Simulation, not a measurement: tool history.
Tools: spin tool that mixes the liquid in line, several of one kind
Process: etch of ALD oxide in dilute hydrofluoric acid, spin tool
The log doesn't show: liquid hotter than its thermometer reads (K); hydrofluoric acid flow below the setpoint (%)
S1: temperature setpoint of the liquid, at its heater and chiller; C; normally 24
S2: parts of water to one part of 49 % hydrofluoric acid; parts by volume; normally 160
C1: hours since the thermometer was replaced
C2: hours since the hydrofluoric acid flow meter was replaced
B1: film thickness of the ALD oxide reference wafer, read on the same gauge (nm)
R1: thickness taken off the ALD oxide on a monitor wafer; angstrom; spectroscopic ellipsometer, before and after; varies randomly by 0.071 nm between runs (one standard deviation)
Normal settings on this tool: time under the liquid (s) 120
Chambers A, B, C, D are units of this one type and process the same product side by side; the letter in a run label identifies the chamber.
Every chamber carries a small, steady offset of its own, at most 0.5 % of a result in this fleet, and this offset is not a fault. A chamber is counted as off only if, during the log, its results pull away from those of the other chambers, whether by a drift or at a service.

{"run": "1D", "day": 0.35, "S1": 24, "S2": 160, "time under the liquid (s)": 120, "C1": 196.4, "C2": 1629.6, "B1": 49.973, "R1": 124.74}
{"run": "2B", "day": 0.625, "S1": 24, "S2": 160, "time under the liquid (s)": 120, "C1": 717.8, "C2": 145.6, "B1": 50.005, "R1": 126.26}
{"run": "3C", "day": 0.962, "S1": 24, "S2": 160, "time under the liquid (s)": 120, "C1": 939.3, "C2": 416.4, "B1": 50.001, "R1": 126.55}
{"run": "4A", "day": 1.221, "S1": 24, "S2": 160, "time under the liquid (s)": 120, "C1": 580, "C2": 2092.6, "B1": 49.984, "R1": 123.51}
{"run": "5A", "day": 1.567, "S1": 24, "S2": 160, "time under the liquid (s)": 120, "C1": 588.3, "C2": 2100.9, "B1": 50.002, "R1": 123.51}
{"run": "6B", "day": 1.908, "S1": 24, "S2": 160, "time under the liquid (s)": 120, "C1": 748.6, "C2": 176.4, "B1": 50.001, "R1": 125.43}
{"run": "7C", "day": 2.262, "S1": 24, "S2": 160, "time under the liquid (s)": 120, "C1": 970.5, "C2": 447.6, "B1": 50.005, "R1": 125.99}
{"run": "8D", "day": 2.442, "S1": 24, "S2": 160, "time under the liquid (s)": 120, "C1": 246.6, "C2": 1679.8, "B1": 49.989, "R1": 125.06}
{"run": "9D", "day": 2.642, "S1": 24, "S2": 160, "time under the liquid (s)": 120, "C1": 251.4, "C2": 1684.6, "B1": 49.999, "R1": 125.91}
{"run": "10B", "day": 2.946, "S1": 24, "S2": 160, "time under the liquid (s)": 120, "C1": 773.5, "C2": 201.3, "B1": 50.019, "R1": 126.28}
{"run": "11A", "day": 3.254, "S1": 24, "S2": 160, "time under the liquid (s)": 120, "C1": 628.8, "C2": 2141.4, "B1": 49.997, "R1": 124.84}
{"run": "12C", "day": 3.467, "S1": 24, "S2": 160, "time under the liquid (s)": 120, "C1": 999.4, "C2": 476.5, "B1": 49.965, "R1": 126.26}
{"run": "13B", "day": 3.717, "S1": 24, "S2": 160, "time under the liquid (s)": 120, "C1": 792, "C2": 219.8, "B1": 50.031, "R1": 128.05}
{"run": "14C", "day": 3.904, "S1": 24, "S2": 160, "time under the liquid (s)": 120, "C1": 1009.9, "C2": 487, "B1": 49.985, "R1": 125.88}
{"run": "15A", "day": 4.071, "S1": 24, "S2": 160, "time under the liquid (s)": 120, "C1": 648.4, "C2": 2161, "B1": 49.997, "R1": 124.81}
{"run": "16D", "day": 4.425, "S1": 24, "S2": 160, "time under the liquid (s)": 120, "C1": 294.2, "C2": 1727.4, "B1": 49.998, "R1": 125.61}
{"run": "17D", "day": 4.675, "S1": 24, "S2": 160, "time under the liquid (s)": 120, "C1": 300.2, "C2": 1733.4, "B1": 49.992, "R1": 125.08}
{"run": "18A", "day": 4.992, "S1": 24, "S2": 160, "time under the liquid (s)": 120, "C1": 670.5, "C2": 2183.1, "B1": 50.006, "R1": 123.03}
{"run": "19C", "day": 5.183, "S1": 24, "S2": 160, "time under the liquid (s)": 120, "C1": 1040.6, "C2": 517.7, "B1": 50.012, "R1": 125.28}
{"run": "20B", "day": 5.35, "S1": 24, "S2": 160, "time under the liquid (s)": 120, "C1": 831.2, "C2": 259, "B1": 49.996, "R1": 127.64}
{"run": "21A", "day": 5.521, "S1": 24, "S2": 160, "time under the liquid (s)": 120, "C1": 683.2, "C2": 2195.8, "B1": 50.01, "R1": 125.59}
{"run": "22D", "day": 5.729, "S1": 24, "S2": 160, "time under the liquid (s)": 120, "C1": 325.5, "C2": 1758.7, "B1": 49.984, "R1": 124.9}
{"run": "23B", "day": 5.933, "S1": 24, "S2": 160, "time under the liquid (s)": 120, "C1": 845.2, "C2": 273, "B1": 50.005, "R1": 128.67}
{"run": "24C", "day": 6.262, "S1": 24, "S2": 160, "time under the liquid (s)": 120, "C1": 1066.5, "C2": 543.6, "B1": 50.006, "R1": 126.07}
{"run": "25C", "day": 6.579, "S1": 24, "S2": 160, "time under the liquid (s)": 120, "C1": 1074.1, "C2": 551.2, "B1": 49.996, "R1": 124.98}

Next, all 4 chambers run the settings below, one line each with question marks for the results. What does each chamber give?
{"run": "26A", "day": 6.833, "S1": 24, "S2": 160, "time under the liquid (s)": 120, "R1": "?"}
{"run": "26B", "day": 6.833, "S1": 24, "S2": 160, "time under the liquid (s)": 120, "R1": "?"}
{"run": "26C", "day": 6.833, "S1": 24, "S2": 160, "time under the liquid (s)": 120, "R1": "?"}
{"run": "26D", "day": 6.833, "S1": 24, "S2": 160, "time under the liquid (s)": 120, "R1": "?"}

run=26A R1=125.96
run=26B R1=129.46
run=26C R1=125.37
run=26D R1=124.98
